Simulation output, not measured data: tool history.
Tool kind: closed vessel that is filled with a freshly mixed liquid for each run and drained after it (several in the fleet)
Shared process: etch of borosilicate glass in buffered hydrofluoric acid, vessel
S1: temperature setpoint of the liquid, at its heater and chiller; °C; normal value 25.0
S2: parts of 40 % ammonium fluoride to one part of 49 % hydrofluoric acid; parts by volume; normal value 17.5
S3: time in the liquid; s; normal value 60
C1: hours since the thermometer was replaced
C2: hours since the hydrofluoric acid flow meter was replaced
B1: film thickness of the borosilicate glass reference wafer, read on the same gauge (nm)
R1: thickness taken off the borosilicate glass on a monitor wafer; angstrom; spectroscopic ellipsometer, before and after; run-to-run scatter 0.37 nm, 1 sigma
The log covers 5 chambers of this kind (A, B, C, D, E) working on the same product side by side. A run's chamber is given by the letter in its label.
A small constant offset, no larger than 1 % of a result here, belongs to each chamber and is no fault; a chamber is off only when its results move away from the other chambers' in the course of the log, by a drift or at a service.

| run | hour | S1 | S2 | S3 | C1 | C2 | B1 | R1 |
|---|---|---|---|---|---|---|---|---|
| 1D | 11.9 | 25.0 | 17.5 | 60 | 1248.6 | 361.1 | 70.000 | 459.14 |
| 2B | 20.8 | 25.0 | 17.5 | 60 | 781.0 | 692.7 | 69.993 | 454.20 |
| 3C | 31.0 | 25.0 | 17.5 | 60 | 1072.5 | 657.9 | 70.013 | 462.77 |
| 4E | 43.4 | 25.0 | 17.5 | 60 | 1411.4 | 1220.5 | 70.000 | 453.76 |
| 5A | 56.1 | 25.0 | 17.5 | 60 | 749.0 | 579.5 | 70.010 | 450.89 |
| 6B | 70.3 | 25.0 | 17.5 | 60 | 830.5 | 742.2 | 70.005 | 451.91 |
| 7A | 80.8 | 25.0 | 17.5 | 60 | 773.7 | 604.2 | 69.997 | 453.53 |
| 8D | 93.3 | 25.0 | 17.5 | 60 | 1330.0 | 442.5 | 69.993 | 454.26 |
| 9C | 103.6 | 25.0 | 17.5 | 60 | 1145.1 | 730.5 | 69.993 | 454.52 |
|  | 113.4 | chamber D: hydrofluoric acid flow meter replaced |
| 10E | 116.5 | 25.0 | 17.5 | 60 | 1484.5 | 1293.6 | 70.012 | 451.90 |
| 11D | 129.5 | 25.0 | 17.5 | 60 | 1366.2 | 16.2 | 69.978 | 457.80 |
| 12E | 143.2 | 25.0 | 17.5 | 60 | 1511.2 | 1320.3 | 69.995 | 451.74 |
| 13A | 157.1 | 25.0 | 17.5 | 60 | 850.0 | 680.5 | 70.001 | 449.69 |
| 14C | 171.8 | 25.0 | 17.5 | 60 | 1213.3 | 798.7 | 69.998 | 455.21 |
| 15B | 181.7 | 25.0 | 17.5 | 60 | 941.9 | 853.6 | 70.011 | 452.81 |
| 16B | 196.9 | 25.0 | 17.5 | 60 | 957.1 | 868.8 | 70.003 | 452.42 |
| 17C | 211.4 | 25.0 | 17.5 | 60 | 1252.9 | 838.3 | 69.997 | 446.70 |
| 18A | 218.7 | 25.0 | 17.5 | 60 | 911.6 | 742.1 | 69.991 | 446.86 |
| 19D | 225.8 | 25.0 | 17.5 | 60 | 1462.5 | 112.5 | 70.001 | 452.47 |
| 20E | 235.4 | 25.0 | 17.5 | 60 | 1603.4 | 1412.5 | 69.998 | 448.21 |
| 21C | 248.2 | 22.5 | 17.5 | 30 | 1289.7 | 875.1 | 70.023 | 194.23 |
|  | 252.5 | chamber B: hydrofluoric acid flow meter replaced |
| 22A | 259.5 | 22.5 | 17.5 | 30 | 952.4 | 782.9 | 69.997 | 196.07 |
| 23D | 275.7 | 22.5 | 17.5 | 30 | 1512.4 | 162.4 | 70.003 | 199.90 |
| 24E | 287.8 | 22.5 | 17.5 | 30 | 1655.8 | 1464.9 | 70.011 | 201.10 |
| 25B | 302.2 | 22.5 | 17.5 | 30 | 1062.4 | 49.8 | 70.002 | 198.08 |
| 26B | 310.8 | 25.0 | 17.5 | 60 | 1071.0 | 58.4 | 70.012 | 451.68 |
| 27D | 326.2 | 25.0 | 17.5 | 60 | 1562.9 | 212.9 | 70.005 | 458.10 |
| 28E | 342.4 | 25.0 | 17.5 | 60 | 1710.4 | 1519.5 | 69.985 | 459.00 |
| 29C | 357.8 | 25.0 | 17.5 | 60 | 1399.3 | 984.7 | 69.992 | 440.92 |
|  | 360.5 | chamber B: thermometer replaced |
| 30A | 366.1 | 25.0 | 11.5 | 60 | 1059.0 | 889.5 | 69.999 | 688.57 |
| 31E | 375.1 | 25.0 | 11.5 | 60 | 1743.1 | 1552.2 | 69.993 | 690.43 |
| 32A | 384.1 | 25.0 | 11.5 | 60 | 1077.0 | 907.5 | 70.008 | 694.21 |
| 33B | 399.8 | 25.0 | 11.5 | 60 | 39.4 | 147.4 | 70.008 | 684.59 |
| 34D | 410.6 | 25.0 | 11.5 | 60 | 1647.3 | 297.3 | 70.003 | 695.22 |
| 35C | 425.0 | 25.0 | 17.5 | 60 | 1466.5 | 1051.9 | 69.988 | 431.30 |
| 36A | 434.8 | 25.0 | 17.5 | 30 | 1127.7 | 958.2 | 69.993 | 224.17 |
| 37C | 447.2 | 25.0 | 17.5 | 30 | 1488.7 | 1074.1 | 69.992 | 213.66 |
| 38E | 460.7 | 25.0 | 17.5 | 30 | 1828.7 | 1637.8 | 70.002 | 224.17 |
| 39D | 468.0 | 25.0 | 17.5 | 30 | 1704.7 | 354.7 | 70.018 | 227.86 |
| 40B | 477.7 | 25.0 | 17.5 | 30 | 117.3 | 225.3 | 70.018 | 227.76 |
| 41D | 487.2 | 25.0 | 17.5 | 60 | 1723.9 | 373.9 | 70.010 | 454.81 |
| 42A | 502.0 | 25.0 | 17.5 | 60 | 1194.9 | 1025.4 | 69.990 | 453.49 |
| 43E | 512.6 | 25.0 | 17.5 | 60 | 1880.6 | 1689.7 | 69.990 | 451.32 |

Next, every chamber runs the same settings. What will each give?
| 44A | 524.2 | 25.0 | 17.5 | 60 |  |  |  | ? |
| 44B | 524.2 | 25.0 | 17.5 | 60 |  |  |  | ? |
| 44C | 524.2 | 25.0 | 17.5 | 60 |  |  |  | ? |
| 44D | 524.2 | 25.0 | 17.5 | 60 |  |  |  | ? |
| 44E | 524.2 | 25.0 | 17.5 | 60 |  |  |  | ? |

| run | R1 |
|---|---|
| 44A | 453.31 |
| 44B | 456.58 |
| 44C | 420.28 |
| 44D | 455.62 |
| 44E | 455.93 |
